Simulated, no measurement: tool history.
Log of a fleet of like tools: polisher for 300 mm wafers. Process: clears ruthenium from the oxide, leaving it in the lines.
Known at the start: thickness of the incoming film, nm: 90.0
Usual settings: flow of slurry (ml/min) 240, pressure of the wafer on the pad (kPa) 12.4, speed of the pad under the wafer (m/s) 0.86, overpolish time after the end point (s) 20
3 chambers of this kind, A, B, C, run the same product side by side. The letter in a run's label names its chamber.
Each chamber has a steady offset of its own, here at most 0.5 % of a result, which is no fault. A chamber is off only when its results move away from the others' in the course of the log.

run	day	flow of slurry (ml/min)	pressure of the wafer on the pad (kPa)	speed of the pad under the wafer (m/s)	overpolish time after the end point (s)	wafers polished on this pad	hours since the slurry nozzle was cleaned	hours since the head pressure was calibrated	time until the end point was called (s)
1C	0.233	240	12.4	0.86	20	93	391.1	718.9	99.805
2A	0.562	240	12.4	0.86	20	286	89	218.9	100.39
3B	0.796	240	12.4	0.86	20	1104	298.3	136.1	100.74
4C	1.046	240	12.4	0.86	20	191	410.6	738.4	100.35
5A	1.329	240	12.4	0.86	15	377	107.4	237.3	100.06
6B	1.521	240	12.4	0.86	15	1191	315.7	153.5	102.22
7A	1.708	240	12.4	0.86	15	423	116.5	246.4	101.68
8C	1.883	240	12.4	0.86	20	291	430.7	758.5	101.77
9B	2.171	240	12.4	0.86	20	1268	331.3	169.1	101.32
10C	2.471	240	12.4	0.86	20	361	444.8	772.6	100.08
# day 2.621: chamber B: worn pad replaced by a new one
11B	2.771	240	12.4	1.02	13	18	345.7	183.5	84.255
12A	3.012	240	12.4	1.02	13	579	147.8	277.7	84.039
13A	3.192	240	12.4	1.02	13	600	152.1	282	84.985
14C	3.533	240	16.5	0.86	20	488	470.3	798.1	75.01
15B	3.712	240	16.5	0.86	20	130	368.3	206.1	75.13
16A	3.883	240	16.5	0.86	20	683	168.7	298.6	74.94
17B	4.225	240	12.4	0.68	20	191	380.6	218.4	128.48
18C	4.425	240	12.4	0.68	20	594	491.7	819.5	129.98
19B	4.612	240	12.4	0.68	20	238	389.9	227.7	127.17
20C	4.821	240	12.4	0.86	20	641	501.2	829	99.036
21A	5.142	240	12.4	0.86	20	833	198.9	328.8	99.469
# day 5.196: chamber A: worn pad replaced by a new one
22C	5.308	240	12.4	0.86	20	700	512.9	840.7	102.93
23B	5.483	240	12.4	0.86	20	342	410.8	248.6	101.38
# day 5.633: chamber C: worn pad replaced by a new one
24A	5.675	240	12.4	0.86	20	57	211.7	341.6	97.715
25B	6.038	240	12.4	0.86	20	408	424.1	261.9	99.96
26C	6.267	240	12.4	0.86	20	75	535.9	863.7	101.37
27A	6.438	240	12.4	0.86	20	148	230	359.9	96.385
28A	6.758	240	12.4	0.86	20	186	237.7	367.6	96.769
29B	7.117	240	12.4	0.86	25	537	450	287.8	100.75
30C	7.367	240	12.4	0.86	25	207	562.3	890.1	100.83
31B	7.729	240	12.4	0.86	25	610	464.7	302.5	101.23
32C	8.1	240	12.4	0.86	20	294	579.9	907.7	100.85
# day 8.312: chamber A: slurry nozzle cleaned
33A	8.467	240	12.4	0.86	20	390	3.7	408.6	95.339
# day 8.55: chamber B: slurry nozzle cleaned
34C	8.642	240	12.4	0.86	20	359	592.9	920.7	102.16
35B	8.925	240	12.4	0.86	20	753	9.1	331.2	100.33
36A	9.171	240	12.4	0.86	20	475	20.6	425.5	95.361
37A	9.408	240	12.4	0.86	20	503	26.3	431.2	94.07
# day 9.625: chamber C: slurry nozzle cleaned
38B	9.746	270	9	0.86	20	851	28.8	350.9	139.19
39C	10.096	270	9	0.86	20	533	11.4	955.6	139.33
40B	10.283	270	9	0.86	20	915	41.7	363.8	136.19
41C	10.6	240	12.4	0.86	20	593	23.5	967.7	98.623
42A	10.812	240	12.4	0.86	20	671	60	464.9	95.755

All 3 chambers run these settings next. Forecast each chamber's results:
43A	11.088	240	12.4	0.86	20				?
43B	11.088	240	12.4	0.86	20				?
43C	11.088	240	12.4	0.86	20				?

run	time until the end point was called (s)
43A	94.094
43B	99.591
43C	99.367
